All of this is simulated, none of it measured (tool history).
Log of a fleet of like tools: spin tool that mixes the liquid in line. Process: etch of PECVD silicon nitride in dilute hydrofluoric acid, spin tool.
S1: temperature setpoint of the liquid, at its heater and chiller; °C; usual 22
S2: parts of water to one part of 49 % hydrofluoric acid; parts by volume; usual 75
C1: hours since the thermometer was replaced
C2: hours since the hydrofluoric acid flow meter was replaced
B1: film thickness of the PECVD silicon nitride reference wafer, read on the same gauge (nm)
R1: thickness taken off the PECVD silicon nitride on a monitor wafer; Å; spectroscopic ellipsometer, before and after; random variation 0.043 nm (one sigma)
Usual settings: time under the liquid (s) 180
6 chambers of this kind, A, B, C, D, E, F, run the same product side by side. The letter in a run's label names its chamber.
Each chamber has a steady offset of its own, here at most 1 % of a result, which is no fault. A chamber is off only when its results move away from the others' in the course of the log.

Run 1A, day 0.125: usual settings; C1 892.6; C2 1720.7; B1 70.01. Result: R1 52.018 Å.
Run 2D, day 0.246: usual settings; C1 1809.7; C2 369.3; B1 69.964. Result: R1 52.938 Å.
Run 3F, day 0.371: usual settings; C1 502; C2 1232.6; B1 69.998. Result: R1 52.725 Å.
Run 4E, day 0.479: usual settings; C1 350.2; C2 323.8; B1 69.997. Result: R1 52.016 Å.
Run 5C, day 0.596: usual settings; C1 2446.7; C2 1915.9; B1 70.004. Result: R1 53.217 Å.
Run 6B, day 0.729: usual settings; C1 330.6; C2 1862; B1 69.979. Result: R1 53.472 Å.
Run 7A, day 0.917: usual settings; C1 911.6; C2 1739.7; B1 69.975. Result: R1 53.198 Å.
Run 8C, day 1.042: usual settings; C1 2457.4; C2 1926.6; B1 69.989. Result: R1 52.079 Å.
Run 9E, day 1.138: usual settings; C1 366; C2 339.6; B1 70.006. Result: R1 53.331 Å.
At day 1.2: chamber A: thermometer replaced.
Run 10D, day 1.308: usual settings but S1 18 °C, S2 65 parts by volume; C1 1835.2; C2 394.8; B1 70.003. Result: R1 46.63 Å.
Run 11B, day 1.45: usual settings but S1 18 °C, S2 65 parts by volume; C1 347.9; C2 1879.3; B1 69.974. Result: R1 45.688 Å.
Run 12F, day 1.604: usual settings but S1 18 °C, S2 65 parts by volume; C1 531.6; C2 1262.2; B1 70.008. Result: R1 46.004 Å.
Run 13F, day 1.775: usual settings but S1 18 °C, S2 65 parts by volume; C1 535.7; C2 1266.3; B1 69.986. Result: R1 45.881 Å.
Run 14A, day 1.9: usual settings but S1 18 °C, S2 65 parts by volume; C1 16.9; C2 1763.3; B1 70.02. Result: R1 45.559 Å.
Run 15E, day 2.05: usual settings but S1 18 °C, S2 65 parts by volume; C1 387.9; C2 361.5; B1 69.998. Result: R1 46.661 Å.
Run 16C, day 2.15: usual settings; C1 2484; C2 1953.2; B1 69.962. Result: R1 53.195 Å.
Run 17D, day 2.3: usual settings; C1 1859; C2 418.6; B1 69.956. Result: R1 53.01 Å.
Run 18B, day 2.442: usual settings; C1 371.7; C2 1903.1; B1 69.972. Result: R1 53.088 Å.
Run 19E, day 2.612: usual settings but S2 90 parts by volume, time under the liquid (s) 95; C1 401.4; C2 375; B1 69.988. Result: R1 24.126 Å.
Run 20F, day 2.8: usual settings but S2 90 parts by volume, time under the liquid (s) 95; C1 560.3; C2 1290.9; B1 69.975. Result: R1 22.944 Å.
Run 21B, day 2.938: usual settings but S2 90 parts by volume, time under the liquid (s) 95; C1 383.6; C2 1915; B1 69.985. Result: R1 23.431 Å.
Run 22C, day 3.038: usual settings but S2 90 parts by volume, time under the liquid (s) 95; C1 2505.3; C2 1974.5; B1 70.004. Result: R1 23.395 Å.
At day 3.204: chamber D: hydrofluoric acid flow meter replaced.
Run 23D, day 3.208: usual settings but S2 90 parts by volume, time under the liquid (s) 95; C1 1880.8; C2 0.2; B1 70.016. Result: R1 23.118 Å.
Run 24A, day 3.317: usual settings but S2 90 parts by volume, time under the liquid (s) 95; C1 50.9; C2 1797.3; B1 70.009. Result: R1 23.306 Å.
At day 3.362: chamber A: hydrofluoric acid flow meter replaced.
Run 25E, day 3.446: usual settings; C1 421.4; C2 395; B1 69.989. Result: R1 55.538 Å.
Run 26C, day 3.538: usual settings; C1 2517.3; C2 1986.5; B1 69.992. Result: R1 53.222 Å.
Run 27B, day 3.7: usual settings but S1 26.5 °C, S2 110 parts by volume; C1 401.9; C2 1933.3; B1 70.005. Result: R1 49.935 Å.
Run 28A, day 3.888: usual settings but S1 26.5 °C, S2 110 parts by volume; C1 64.6; C2 12.6; B1 70.007. Result: R1 49.357 Å.
Run 29F, day 3.975: usual settings but S1 26.5 °C, S2 110 parts by volume; C1 588.5; C2 1319.1; B1 70.014. Result: R1 48.271 Å.
Run 30D, day 4.075: usual settings but S1 26.5 °C, S2 110 parts by volume; C1 1901.6; C2 21; B1 69.97. Result: R1 48.932 Å.
At day 4.133: chamber B: hydrofluoric acid flow meter replaced.
Run 31F, day 4.217: usual settings but S1 26.5 °C, S2 110 parts by volume; C1 594.3; C2 1324.9; B1 69.987. Result: R1 48.604 Å.
Run 32D, day 4.354: usual settings but S1 26.5 °C, S2 110 parts by volume; C1 1908.3; C2 27.7; B1 69.991. Result: R1 48.673 Å.
Run 33B, day 4.533: usual settings; C1 421.9; C2 9.7; B1 69.991. Result: R1 52.891 Å.
Run 34C, day 4.662: usual settings; C1 2544.3; C2 2013.5; B1 69.986. Result: R1 53.547 Å.
Run 35A, day 4.85: usual settings; C1 87.7; C2 35.7; B1 70.031. Result: R1 52.591 Å.
Run 36E, day 4.967: usual settings; C1 457.9; C2 431.5; B1 69.988. Result: R1 56.402 Å.
Run 37E, day 5.096: usual settings but S1 19.5 °C, time under the liquid (s) 130; C1 461; C2 434.6; B1 70.032. Result: R1 34.319 Å.
Run 38B, day 5.25: usual settings but S1 19.5 °C, time under the liquid (s) 130; C1 439.1; C2 26.9; B1 69.996. Result: R1 31.865 Å.
Run 39A, day 5.425: usual settings but S1 19.5 °C, time under the liquid (s) 130; C1 101.5; C2 49.5; B1 69.989. Result: R1 32.078 Å.
Run 40C, day 5.521: usual settings but S1 19.5 °C, time under the liquid (s) 130; C1 2564.9; C2 2034.1; B1 70.007. Result: R1 32.484 Å.
Run 41F, day 5.654: usual settings but S1 19.5 °C, time under the liquid (s) 130; C1 628.8; C2 1359.4; B1 69.968. Result: R1 32.247 Å.
Run 42D, day 5.742: usual settings but S1 19.5 °C, time under the liquid (s) 130; C1 1941.6; C2 61; B1 70.017. Result: R1 32.706 Å.
Run 43F, day 5.842: usual settings; C1 633.3; C2 1363.9; B1 69.986. Result: R1 51.623 Å.
Run 44A, day 5.983: usual settings but time under the liquid (s) 250; C1 114.9; C2 62.9; B1 69.989. Result: R1 74.031 Å.

Next, every chamber runs the same settings. What will each give?
Run 45A, day 6.121: usual settings but S2 100 parts by volume. Result: R1 ?.
Run 45B, day 6.121: usual settings but S2 100 parts by volume. Result: R1 ?.
Run 45C, day 6.121: usual settings but S2 100 parts by volume. Result: R1 ?.
Run 45D, day 6.121: usual settings but S2 100 parts by volume. Result: R1 ?.
Run 45E, day 6.121: usual settings but S2 100 parts by volume. Result: R1 ?.
Run 45F, day 6.121: usual settings but S2 100 parts by volume. Result: R1 ?.

run      R1
45A  40.348
45B   39.59
45C  39.441
45D  39.901
45E  42.964
45F  39.594

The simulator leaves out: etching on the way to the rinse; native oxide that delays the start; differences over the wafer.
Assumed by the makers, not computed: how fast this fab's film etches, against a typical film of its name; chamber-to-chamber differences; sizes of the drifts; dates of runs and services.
